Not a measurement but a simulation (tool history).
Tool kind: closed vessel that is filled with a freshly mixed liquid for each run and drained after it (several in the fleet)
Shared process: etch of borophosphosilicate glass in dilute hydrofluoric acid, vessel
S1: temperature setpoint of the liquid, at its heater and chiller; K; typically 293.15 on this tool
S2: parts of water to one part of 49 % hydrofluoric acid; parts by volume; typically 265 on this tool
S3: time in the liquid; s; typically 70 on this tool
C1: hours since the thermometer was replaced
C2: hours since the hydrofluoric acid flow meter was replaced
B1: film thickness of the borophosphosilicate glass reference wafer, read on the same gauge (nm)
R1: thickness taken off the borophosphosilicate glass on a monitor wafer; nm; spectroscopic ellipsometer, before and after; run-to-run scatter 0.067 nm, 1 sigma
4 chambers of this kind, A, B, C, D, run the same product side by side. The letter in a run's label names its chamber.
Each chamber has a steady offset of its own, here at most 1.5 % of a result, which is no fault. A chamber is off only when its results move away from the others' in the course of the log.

run	day	S1	S2	S3	C1	C2	B1	R1
1D	0.200	293.15	265	70	379.6	863.2	40.001	7.1619
2B	0.450	293.15	265	70	822.5	720.2	39.994	7.2056
3C	0.754	293.15	265	70	75.7	484.1	40.011	6.9524
4A	0.938	293.15	265	70	1407.6	111.9	40.009	6.9744
5B	1.142	293.15	265	70	839.1	736.8	39.996	7.0654
6A	1.321	290.15	265	90	1416.8	121.1	40.002	8.0751
7D	1.504	290.15	265	90	410.9	894.5	39.994	7.9424
8C	1.783	290.15	265	90	100.4	508.8	39.985	8.1090
9B	2.079	290.15	265	90	861.6	759.3	39.983	8.1497
10D	2.338	293.15	355	70	430.9	914.5	39.993	4.7504
11C	2.558	293.15	355	70	119.0	527.4	40.000	4.7830
12A	2.767	293.15	355	70	1451.5	155.8	40.010	4.9263
13D	3.129	293.15	355	70	449.9	933.5	40.001	4.6723
14C	3.488	293.15	265	85	141.3	549.7	39.950	8.5119
15A	3.746	293.15	265	85	1475.0	179.3	40.015	8.5063
16B	3.962	293.15	265	85	906.8	804.5	40.022	8.6206
17D	4.192	293.15	265	85	475.4	959.0	40.001	8.0864
18A	4.362	293.15	265	70	1489.8	194.1	39.972	7.0153
19C	4.721	293.15	265	70	170.9	579.3	40.000	6.9749
20B	5.033	293.15	265	70	932.5	830.2	40.024	7.0193
21B	5.200	293.15	265	70	936.5	834.2	40.004	7.1891
22A	5.458	293.15	265	70	1516.1	220.4	39.996	7.0117
23C	5.738	293.15	265	70	195.3	603.7	40.030	7.0111
24D	6.046	293.15	265	70	519.9	1003.5	39.997	6.5395
25A	6.288	293.15	265	70	1536.0	240.3	40.015	6.9229
26B	6.633	293.15	265	70	970.9	868.6	40.000	7.0406
27C	6.946	293.15	265	70	224.3	632.7	39.983	6.9305
28D	7.258	293.15	180	70	549.0	1032.6	39.973	10.2990

All 4 chambers run these settings next. Forecast each chamber's results:
29A	7.521	293.15	265	55				?
29B	7.521	293.15	265	55				?
29C	7.521	293.15	265	55				?
29D	7.521	293.15	265	55				?

run	R1
29A	5.5955
29B	5.5580
29C	5.5564
29D	4.9885
